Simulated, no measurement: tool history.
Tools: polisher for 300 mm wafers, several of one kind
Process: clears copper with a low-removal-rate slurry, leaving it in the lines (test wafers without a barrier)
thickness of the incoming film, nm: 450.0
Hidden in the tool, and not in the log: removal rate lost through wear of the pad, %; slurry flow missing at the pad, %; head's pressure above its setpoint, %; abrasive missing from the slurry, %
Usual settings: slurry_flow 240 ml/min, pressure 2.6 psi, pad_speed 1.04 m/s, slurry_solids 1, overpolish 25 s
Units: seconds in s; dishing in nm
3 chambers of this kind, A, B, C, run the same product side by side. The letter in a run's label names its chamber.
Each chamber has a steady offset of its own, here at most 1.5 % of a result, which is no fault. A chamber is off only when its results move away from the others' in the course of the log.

run	day	slurry_flow	pressure	pad_speed	slurry_solids	overpolish	wafers polished on this pad	hours since the slurry nozzle was cleaned	hours since the head pressure was calibrated	hours since the slurry blender was calibrated	seconds	dishing
1C	0.238	240	2.6	1.04	1	25	772	6.4	106.3	95.3	179.22	39.588
2A	0.546	240	2.6	1.04	1	25	468	178.9	531.4	17.5	178.37	40.039
3B	0.917	240	2.6	1.04	1	25	359	93.1	202.3	192.1	178.51	39.362
4C	1.162	240	2.6	1.04	1	25	940	28.6	128.5	117.5	180.30	39.642
5A	1.546	240	2.6	1.04	1	25	649	202.9	555.4	41.5	182.60	39.598
6B	2.012	240	2.6	1.04	1	25	557	119.4	228.6	218.4	175.87	40.062
7A	2.508	240	2.6	1.04	1	25	823	226.0	578.5	64.6	181.95	38.064
# day 2.892: chamber C: slurry blender recalibrated
8B	2.892	240	2.6	1.04	1	25	717	140.5	249.7	239.5	179.86	40.210
# day 2.975: chamber B: worn pad replaced by a new one
9C	3.212	240	2.6	1.04	1	25	1311	77.8	177.7	7.7	179.00	39.474
10A	3.554	240	2.6	1.04	1	25	1013	251.1	603.6	89.7	182.41	39.414
11B	3.929	240	2.6	1.04	1	25	172	165.4	274.6	264.4	176.59	39.763
12C	4.229	240	2.6	1.04	1	25	1496	102.2	202.1	32.1	180.60	39.738
13C	4.512	240	2.6	1.04	1	25	1547	109.0	208.9	38.9	182.13	41.052
# day 4.575: chamber C: worn pad replaced by a new one
14B	5.021	240	2.6	1.04	1	25	370	191.6	300.8	290.6	177.00	40.093
# day 5.208: chamber A: worn pad replaced by a new one
15A	5.354	240	2.6	1.04	1	25	27	294.3	646.8	132.9	181.30	38.765
16C	5.683	240	2.6	1.04	1	25	201	137.1	237.0	67.0	181.77	40.697
17A	6.079	240	2.6	1.04	1	25	158	311.7	664.2	150.3	179.91	40.595
18B	6.358	240	2.6	1.04	1	25	613	223.7	332.9	322.7	177.79	38.535
19C	6.592	240	2.6	1.04	1	39	365	158.9	258.8	88.8	182.72	55.353
# day 6.633: chamber B: worn pad replaced by a new one
20B	6.817	240	2.6	1.04	1	39	33	234.7	343.9	333.7	175.28	51.916
21A	7.208	240	2.6	1.04	1	39	363	338.8	691.3	177.4	182.50	56.530
# day 7.429: chamber A: slurry blender recalibrated
22B	7.633	240	2.6	1.04	1	25	181	254.3	363.5	353.3	176.44	40.040
23A	8.004	240	2.3	1.04	1	19	507	357.9	710.4	13.9	204.79	29.881

Is one chamber off against the others, does the gauge drift, or is nothing wrong? If a chamber is off, say which, and what the likeliest cause is.

No chamber stands off beyond its own small offset, and the gauge holds steady.
